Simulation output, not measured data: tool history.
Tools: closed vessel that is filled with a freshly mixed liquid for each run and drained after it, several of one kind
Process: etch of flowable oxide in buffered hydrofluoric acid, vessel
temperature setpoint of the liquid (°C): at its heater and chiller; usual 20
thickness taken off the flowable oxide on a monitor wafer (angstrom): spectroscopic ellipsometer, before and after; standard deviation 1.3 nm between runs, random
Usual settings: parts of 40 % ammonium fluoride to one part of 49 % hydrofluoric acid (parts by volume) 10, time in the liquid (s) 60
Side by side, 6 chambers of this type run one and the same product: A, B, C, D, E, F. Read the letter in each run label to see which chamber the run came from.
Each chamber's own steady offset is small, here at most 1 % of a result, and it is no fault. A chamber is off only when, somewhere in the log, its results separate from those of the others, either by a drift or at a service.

| run | hour | temperature setpoint of the liquid (°C) | parts of 40 % ammonium fluoride to one part of 49 % hydrofluoric acid (parts by volume) | time in the liquid (s) | hours since the thermometer was replaced | hours since the hydrofluoric acid flow meter was replaced | read-back film thickness of the flowable oxide reference wafer, read on the same gauge (nm) | thickness taken off the flowable oxide on a monitor wafer (angstrom) |
|---|---|---|---|---|---|---|---|---|
| 1E | 11.4 | 20 | 10 | 60 | 1112.5 | 538.8 | 90.036 | 1380.1 |
| 2D | 16.4 | 20 | 10 | 60 | 102.3 | 560.2 | 89.98 | 1406.4 |
| 3C | 27.2 | 20 | 10 | 60 | 645.6 | 1316.5 | 89.988 | 1390.8 |
| 4F | 34.4 | 20 | 10 | 60 | 2265.3 | 797.4 | 89.99 | 1395.5 |
| 5B | 43.6 | 20 | 10 | 60 | 1904.6 | 855.7 | 90.011 | 1406.6 |
| 6A | 54.1 | 20 | 10 | 60 | 256.2 | 1143.1 | 89.989 | 1408.4 |
| 7F | 65.1 | 20 | 10 | 60 | 2296 | 828.1 | 89.989 | 1407.8 |
| 8E | 73.6 | 20 | 10 | 60 | 1174.7 | 601 | 90.027 | 1405.6 |
| 9C | 84.6 | 17 | 10 | 75 | 703 | 1373.9 | 90 | 1502.2 |
| 10D | 90.9 | 17 | 10 | 75 | 176.8 | 634.7 | 90.003 | 1466.5 |
| 11B | 96.7 | 17 | 10 | 75 | 1957.7 | 908.8 | 90.01 | 1468 |
| 12A | 101.7 | 17 | 10 | 75 | 303.8 | 1190.7 | 90.006 | 1486.1 |
| 13E | 109.9 | 17 | 10 | 75 | 1211 | 637.3 | 89.966 | 1467.3 |
| 14F | 120.5 | 17 | 10 | 75 | 2351.4 | 883.5 | 90.002 | 1479.5 |
| 15B | 130.1 | 20 | 10 | 60 | 1991.1 | 942.2 | 90.037 | 1403.6 |
| 16A | 140.3 | 20 | 10 | 60 | 342.4 | 1229.3 | 90.044 | 1391.5 |
| 17C | 149.8 | 20 | 7.5 | 80 | 768.2 | 1439.1 | 90.015 | 2403.7 |
| 18D | 154.9 | 20 | 7.5 | 80 | 240.8 | 698.7 | 90.032 | 2488.3 |
| 19C | 163.2 | 20 | 7.5 | 80 | 781.6 | 1452.5 | 89.972 | 2455.5 |
|  | 173.2 | chamber F: hydrofluoric acid flow meter replaced |
| 20F | 174.3 | 20 | 7.5 | 80 | 2405.2 | 1.1 | 89.991 | 2453.7 |
| 21E | 181.6 | 20 | 7.5 | 80 | 1282.7 | 709 | 89.971 | 2574.4 |
| 22A | 192.6 | 20 | 7.5 | 80 | 394.7 | 1281.6 | 89.988 | 2437.6 |
| 23B | 199.8 | 20 | 10 | 60 | 2060.8 | 1011.9 | 89.966 | 1418.4 |
|  | 205.2 | chamber F: thermometer replaced |
| 24D | 206.7 | 20 | 10 | 60 | 292.6 | 750.5 | 90.004 | 1411.6 |
| 25D | 217.1 | 18 | 10 | 90 | 303 | 760.9 | 90.027 | 1899.7 |
| 26E | 223.7 | 18 | 10 | 90 | 1324.8 | 751.1 | 90.009 | 1924.6 |
| 27F | 229.7 | 18 | 10 | 90 | 24.6 | 56.5 | 90.035 | 1891 |
| 28C | 237 | 18 | 10 | 90 | 855.4 | 1526.3 | 89.985 | 1895.5 |
| 29B | 248 | 18 | 10 | 90 | 2109 | 1060.1 | 90.008 | 1861.5 |
| 30A | 258.4 | 18 | 10 | 90 | 460.5 | 1347.4 | 89.996 | 1885.8 |
| 31C | 266.8 | 20 | 10 | 60 | 885.2 | 1556.1 | 90.01 | 1419.4 |
| 32D | 276.9 | 20 | 10 | 60 | 362.8 | 820.7 | 90.005 | 1405.9 |
| 33B | 288.4 | 20 | 10 | 60 | 2149.4 | 1100.5 | 90.033 | 1404 |
| 34A | 297.3 | 22.5 | 13 | 60 | 499.4 | 1386.3 | 90.009 | 1269.1 |
| 35E | 307.1 | 22.5 | 13 | 60 | 1408.2 | 834.5 | 89.984 | 1333.2 |
| 36F | 317.2 | 22.5 | 13 | 60 | 112.1 | 144 | 89.954 | 1226.7 |
| 37C | 325.4 | 22.5 | 13 | 60 | 943.8 | 1614.7 | 90.019 | 1249.6 |
| 38B | 331.9 | 22.5 | 13 | 60 | 2192.9 | 1144 | 90.014 | 1267.3 |
| 39E | 339.7 | 22.5 | 13 | 60 | 1440.8 | 867.1 | 89.993 | 1360.3 |
| 40F | 345.5 | 20 | 10 | 75 | 140.4 | 172.3 | 89.997 | 1735.3 |
| 41D | 355.2 | 20 | 10 | 75 | 441.1 | 899 | 89.98 | 1760 |

Has any chamber moved away from the others, gradually or after a service, or does the common gauge drift, or do the chambers differ only by their own small steady offsets? State the chamber and the most likely cause if one applies.

It is chamber E that slowly wanders off from its peers.
Most likely cause: hydrofluoric acid flow above the setpoint (%) = 12.1.
With only this log, it may be confused with: liquid hotter than its thermometer reads (K).

Here are 4 candidates for chamber E's next run, each the usual settings with a change, their results left as question marks. Which one brings its results back in line with what the others give on the usual settings?
In-line tolerance around the mean of the other chambers on the usual settings: thickness taken off the flowable oxide on a monitor wafer (angstrom) 47
| 42E-1 | 363.4 | 20 | 9.5 | 65 |  |  |  | ? |
| 42E-2 | 363.4 | 19 | 10 | 60 |  |  |  | ? |
| 42E-3 | 363.4 | 18 | 10 | 60 |  |  |  | ? |
| 42E-4 | 363.4 | 20 | 9.5 | 60 |  |  |  | ? |

Usual-settings mean across the other chambers: thickness taken off the flowable oxide on a monitor wafer (angstrom) 1409.2
| run | thickness taken off the flowable oxide on a monitor wafer (angstrom) |
|---|---|
| 42E-1 | 1727.6 |
| 42E-2 | 1424.6 |
| 42E-3 | 1346.2 |
| 42E-4 | 1594.8 |
With 42E-2, the chamber falls back in line with the rest.
